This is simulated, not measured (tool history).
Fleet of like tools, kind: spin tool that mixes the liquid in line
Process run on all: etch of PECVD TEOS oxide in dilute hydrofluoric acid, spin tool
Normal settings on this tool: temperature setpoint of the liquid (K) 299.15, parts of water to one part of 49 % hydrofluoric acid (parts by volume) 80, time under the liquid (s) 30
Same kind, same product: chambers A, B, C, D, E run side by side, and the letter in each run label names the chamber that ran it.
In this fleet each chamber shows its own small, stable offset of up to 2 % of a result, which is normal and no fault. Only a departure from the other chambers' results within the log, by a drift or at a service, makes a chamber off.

| run | hour | temperature setpoint of the liquid (K) | parts of water to one part of 49 % hydrofluoric acid (parts by volume) | time under the liquid (s) | read-back film thickness of the PECVD TEOS oxide reference wafer, read on the same gauge (nm) | thickness taken off the PECVD TEOS oxide on a monitor wafer (nm) |
|---|---|---|---|---|---|---|
| 1B | 11.2 | 299.15 | 80 | 30 | 120.00 | 4.8756 |
| 2D | 19.1 | 299.15 | 80 | 30 | 119.99 | 4.8018 |
| 3E | 27.0 | 299.15 | 80 | 30 | 120.01 | 4.8745 |
| 4C | 34.6 | 299.15 | 80 | 30 | 120.00 | 4.9601 |
| 5A | 43.5 | 299.15 | 80 | 30 | 120.00 | 4.9284 |
| 6E | 54.6 | 299.15 | 80 | 30 | 120.01 | 4.8707 |
| 7D | 67.4 | 299.15 | 80 | 30 | 120.00 | 4.8307 |
| 8A | 81.3 | 301.65 | 80 | 30 | 120.01 | 5.3937 |
| 9B | 93.5 | 301.65 | 80 | 30 | 120.00 | 5.3884 |
| 10C | 102.7 | 301.65 | 80 | 30 | 120.00 | 5.4232 |
| 11E | 114.2 | 301.65 | 80 | 30 | 120.01 | 5.3305 |
| 12D | 125.8 | 301.65 | 80 | 30 | 120.00 | 5.2784 |
| 13A | 132.3 | 299.15 | 80 | 30 | 120.00 | 4.8810 |
| 14C | 145.1 | 299.15 | 80 | 30 | 120.00 | 4.8591 |
| 15B | 159.3 | 299.15 | 80 | 30 | 120.01 | 4.8737 |
| 16C | 168.8 | 299.15 | 80 | 30 | 119.99 | 4.8520 |
|  | 177.5 | chamber D: hydrofluoric acid flow meter replaced |
| 17E | 181.8 | 299.15 | 80 | 30 | 120.00 | 4.8066 |
| 18D | 192.7 | 299.15 | 80 | 30 | 120.00 | 4.8142 |
| 19A | 203.9 | 299.15 | 80 | 30 | 120.01 | 4.9319 |
| 20B | 214.7 | 297.15 | 80 | 30 | 119.99 | 4.5137 |
| 21E | 224.4 | 297.15 | 80 | 30 | 120.02 | 4.4978 |
| 22A | 232.7 | 297.15 | 80 | 30 | 120.00 | 4.5738 |
| 23D | 239.3 | 297.15 | 80 | 30 | 120.00 | 4.4745 |
| 24B | 246.0 | 297.15 | 80 | 30 | 120.00 | 4.5011 |
| 25C | 258.3 | 299.15 | 80 | 30 | 120.00 | 4.7576 |
| 26C | 265.5 | 302.65 | 80 | 20 | 120.02 | 3.6421 |
| 27B | 272.2 | 302.65 | 80 | 20 | 119.99 | 3.7657 |
| 28D | 285.6 | 302.65 | 80 | 20 | 120.00 | 3.6453 |
| 29A | 295.4 | 302.65 | 80 | 20 | 120.00 | 3.7073 |
|  | 307.9 | chamber A: hydrofluoric acid flow meter replaced |
| 30E | 308.7 | 302.65 | 80 | 20 | 120.00 | 3.6952 |
| 31A | 317.8 | 299.15 | 80 | 30 | 120.00 | 4.9603 |
| 32E | 325.7 | 299.15 | 80 | 30 | 120.01 | 4.8590 |
|  | 337.5 | chamber D: thermometer replaced |
| 33D | 337.6 | 299.15 | 80 | 30 | 120.00 | 4.8165 |
| 34C | 350.7 | 299.15 | 55 | 45 | 119.99 | 10.5790 |
| 35B | 365.6 | 299.15 | 55 | 45 | 120.02 | 11.0090 |
| 36B | 375.6 | 299.15 | 55 | 45 | 119.99 | 10.9510 |
| 37C | 383.3 | 299.15 | 55 | 45 | 119.98 | 10.4980 |
| 38E | 390.5 | 299.15 | 55 | 45 | 120.00 | 10.9570 |
| 39D | 398.0 | 299.15 | 80 | 30 | 120.00 | 4.8613 |
| 40A | 410.7 | 299.15 | 80 | 30 | 120.00 | 4.9025 |
| 41C | 422.0 | 299.15 | 80 | 30 | 119.99 | 4.6822 |
| 42B | 432.2 | 299.15 | 80 | 30 | 120.00 | 4.9399 |
| 43D | 446.0 | 299.15 | 80 | 30 | 120.02 | 4.8508 |
| 44E | 458.8 | 299.15 | 80 | 30 | 119.99 | 4.8839 |

Next, every chamber runs the same settings. What will each give?
| 45A | 469.5 | 299.15 | 80 | 30 |  | ? |
| 45B | 469.5 | 299.15 | 80 | 30 |  | ? |
| 45C | 469.5 | 299.15 | 80 | 30 |  | ? |
| 45D | 469.5 | 299.15 | 80 | 30 |  | ? |
| 45E | 469.5 | 299.15 | 80 | 30 |  | ? |

| run | thickness taken off the PECVD TEOS oxide on a monitor wafer (nm) |
|---|---|
| 45A | 4.8889 |
| 45B | 4.8892 |
| 45C | 4.5834 |
| 45D | 4.8273 |
| 45E | 4.8450 |

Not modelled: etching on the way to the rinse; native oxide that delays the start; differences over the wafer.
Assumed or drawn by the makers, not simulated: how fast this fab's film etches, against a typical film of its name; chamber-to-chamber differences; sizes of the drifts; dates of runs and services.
